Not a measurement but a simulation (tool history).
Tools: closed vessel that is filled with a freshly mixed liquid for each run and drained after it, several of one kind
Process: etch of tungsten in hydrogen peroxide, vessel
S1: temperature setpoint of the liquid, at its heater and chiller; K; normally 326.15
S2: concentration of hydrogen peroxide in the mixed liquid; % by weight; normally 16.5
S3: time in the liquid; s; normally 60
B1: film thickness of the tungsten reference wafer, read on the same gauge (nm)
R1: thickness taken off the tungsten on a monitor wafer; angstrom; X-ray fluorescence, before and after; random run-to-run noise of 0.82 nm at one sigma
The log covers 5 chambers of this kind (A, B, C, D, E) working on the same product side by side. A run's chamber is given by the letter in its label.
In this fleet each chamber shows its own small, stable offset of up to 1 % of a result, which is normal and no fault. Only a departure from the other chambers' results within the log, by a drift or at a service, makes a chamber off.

{"run": "1C", "hour": 12.7, "S1": 326.15, "S2": 16.5, "S3": 60, "B1": 60.007, "R1": 1046.0}
{"run": "2A", "hour": 25.5, "S1": 326.15, "S2": 16.5, "S3": 60, "B1": 59.991, "R1": 1072.1}
{"run": "3E", "hour": 34.1, "S1": 326.15, "S2": 16.5, "S3": 60, "B1": 59.987, "R1": 1047.0}
{"run": "4B", "hour": 45.3, "S1": 326.15, "S2": 16.5, "S3": 60, "B1": 60.003, "R1": 1061.8}
{"run": "5D", "hour": 58.0, "S1": 326.15, "S2": 16.5, "S3": 60, "B1": 59.997, "R1": 1052.2}
{"run": "6E", "hour": 68.3, "S1": 326.15, "S2": 16.5, "S3": 60, "B1": 59.996, "R1": 1042.8}
{"run": "7D", "hour": 81.7, "S1": 326.15, "S2": 16.5, "S3": 60, "B1": 59.998, "R1": 1046.1}
{"run": "8A", "hour": 95.6, "S1": 326.15, "S2": 16.5, "S3": 60, "B1": 60.008, "R1": 1072.3}
{"run": "9B", "hour": 105.9, "S1": 326.15, "S2": 16.5, "S3": 60, "B1": 60.002, "R1": 1045.7}
{"hour": 111.6, "done": "chamber C: new drum of peroxide connected"}
{"run": "10C", "hour": 113.4, "S1": 326.15, "S2": 16.5, "S3": 60, "B1": 60.009, "R1": 1041.3}
{"run": "11E", "hour": 124.0, "S1": 326.15, "S2": 16.5, "S3": 85, "B1": 60.012, "R1": 1480.9}
{"run": "12C", "hour": 136.6, "S1": 326.15, "S2": 16.5, "S3": 85, "B1": 59.978, "R1": 1496.5}
{"run": "13A", "hour": 149.3, "S1": 326.15, "S2": 16.5, "S3": 85, "B1": 60.008, "R1": 1527.6}
{"run": "14D", "hour": 158.9, "S1": 326.15, "S2": 16.5, "S3": 85, "B1": 60.026, "R1": 1503.1}
{"run": "15B", "hour": 172.4, "S1": 326.15, "S2": 16.5, "S3": 85, "B1": 59.976, "R1": 1487.5}
{"run": "16B", "hour": 182.3, "S1": 318.15, "S2": 16.5, "S3": 85, "B1": 59.972, "R1": 919.23}
{"run": "17D", "hour": 195.3, "S1": 318.15, "S2": 16.5, "S3": 85, "B1": 60.017, "R1": 918.83}
{"run": "18A", "hour": 207.3, "S1": 318.15, "S2": 16.5, "S3": 85, "B1": 60.001, "R1": 919.6}
{"run": "19E", "hour": 219.3, "S1": 318.15, "S2": 16.5, "S3": 85, "B1": 60.013, "R1": 908.1}
{"run": "20C", "hour": 228.3, "S1": 318.15, "S2": 16.5, "S3": 85, "B1": 59.987, "R1": 922.33}
{"run": "21D", "hour": 238.9, "S1": 326.15, "S2": 16.5, "S3": 60, "B1": 59.998, "R1": 1061.5}
{"run": "22B", "hour": 246.5, "S1": 326.15, "S2": 16.5, "S3": 60, "B1": 59.985, "R1": 1044.5}
{"run": "23E", "hour": 258.4, "S1": 326.15, "S2": 16.5, "S3": 60, "B1": 59.985, "R1": 1048.6}
{"run": "24C", "hour": 268.4, "S1": 334.15, "S2": 14.0, "S3": 60, "B1": 59.999, "R1": 1533.0}
{"run": "25A", "hour": 278.4, "S1": 334.15, "S2": 14.0, "S3": 60, "B1": 60.002, "R1": 1575.5}
{"hour": 286.0, "done": "chamber A: new drum of peroxide connected"}
{"run": "26D", "hour": 291.7, "S1": 334.15, "S2": 14.0, "S3": 60, "B1": 60.008, "R1": 1567.4}
{"run": "27B", "hour": 298.7, "S1": 334.15, "S2": 14.0, "S3": 60, "B1": 59.971, "R1": 1547.9}
{"run": "28C", "hour": 311.5, "S1": 334.15, "S2": 14.0, "S3": 60, "B1": 60.003, "R1": 1554.8}
{"run": "29A", "hour": 324.7, "S1": 326.15, "S2": 16.5, "S3": 60, "B1": 59.985, "R1": 1057.4}
{"run": "30E", "hour": 336.1, "S1": 326.15, "S2": 16.5, "S3": 60, "B1": 59.978, "R1": 1039.7}
{"hour": 341.3, "done": "chamber D: new drum of peroxide connected"}
{"run": "31E", "hour": 346.8, "S1": 326.15, "S2": 16.5, "S3": 60, "B1": 59.988, "R1": 1038.6}
{"run": "32A", "hour": 352.8, "S1": 317.15, "S2": 19.5, "S3": 60, "B1": 60.011, "R1": 663.65}
{"run": "33D", "hour": 359.0, "S1": 317.15, "S2": 19.5, "S3": 60, "B1": 60.03, "R1": 672.09}
{"hour": 361.9, "done": "chamber E: new drum of peroxide connected"}
{"run": "34C", "hour": 368.0, "S1": 317.15, "S2": 19.5, "S3": 60, "B1": 60.002, "R1": 654.14}
{"run": "35B", "hour": 379.2, "S1": 317.15, "S2": 19.5, "S3": 60, "B1": 60.021, "R1": 655.03}
{"run": "36B", "hour": 387.8, "S1": 317.15, "S2": 19.5, "S3": 60, "B1": 60.002, "R1": 651.12}
{"run": "37E", "hour": 398.3, "S1": 326.15, "S2": 16.5, "S3": 60, "B1": 60.002, "R1": 1048.6}
{"run": "38A", "hour": 410.9, "S1": 326.15, "S2": 16.5, "S3": 60, "B1": 60.001, "R1": 1061.4}
{"run": "39C", "hour": 424.2, "S1": 326.15, "S2": 16.5, "S3": 60, "B1": 59.988, "R1": 1058.9}
{"run": "40D", "hour": 432.5, "S1": 326.15, "S2": 16.5, "S3": 60, "B1": 60.018, "R1": 1069.1}
{"run": "41E", "hour": 439.2, "S1": 326.15, "S2": 16.5, "S3": 60, "B1": 59.99, "R1": 1050.4}
{"hour": 444.9, "done": "chamber C: new drum of peroxide connected"}
{"run": "42C", "hour": 451.1, "S1": 326.15, "S2": 16.5, "S3": 60, "B1": 59.986, "R1": 1029.3}
{"run": "43D", "hour": 459.4, "S1": 326.15, "S2": 16.5, "S3": 60, "B1": 60.003, "R1": 1061.4}
{"run": "44B", "hour": 469.5, "S1": 334.15, "S2": 16.5, "S3": 60, "B1": 59.993, "R1": 1686.5}

All chambers now run identical settings, listed one chamber a line with results as question marks. What results will each chamber show?
{"run": "45A", "hour": 479.4, "S1": 326.15, "S2": 16.5, "S3": 60, "R1": "?"}
{"run": "45B", "hour": 479.4, "S1": 326.15, "S2": 16.5, "S3": 60, "R1": "?"}
{"run": "45C", "hour": 479.4, "S1": 326.15, "S2": 16.5, "S3": 60, "R1": "?"}
{"run": "45D", "hour": 479.4, "S1": 326.15, "S2": 16.5, "S3": 60, "R1": "?"}
{"run": "45E", "hour": 479.4, "S1": 326.15, "S2": 16.5, "S3": 60, "R1": "?"}

run=45A R1=1066.50
run=45B R1=1055.60
run=45C R1=1049.90
run=45D R1=1056.10
run=45E R1=1043.70

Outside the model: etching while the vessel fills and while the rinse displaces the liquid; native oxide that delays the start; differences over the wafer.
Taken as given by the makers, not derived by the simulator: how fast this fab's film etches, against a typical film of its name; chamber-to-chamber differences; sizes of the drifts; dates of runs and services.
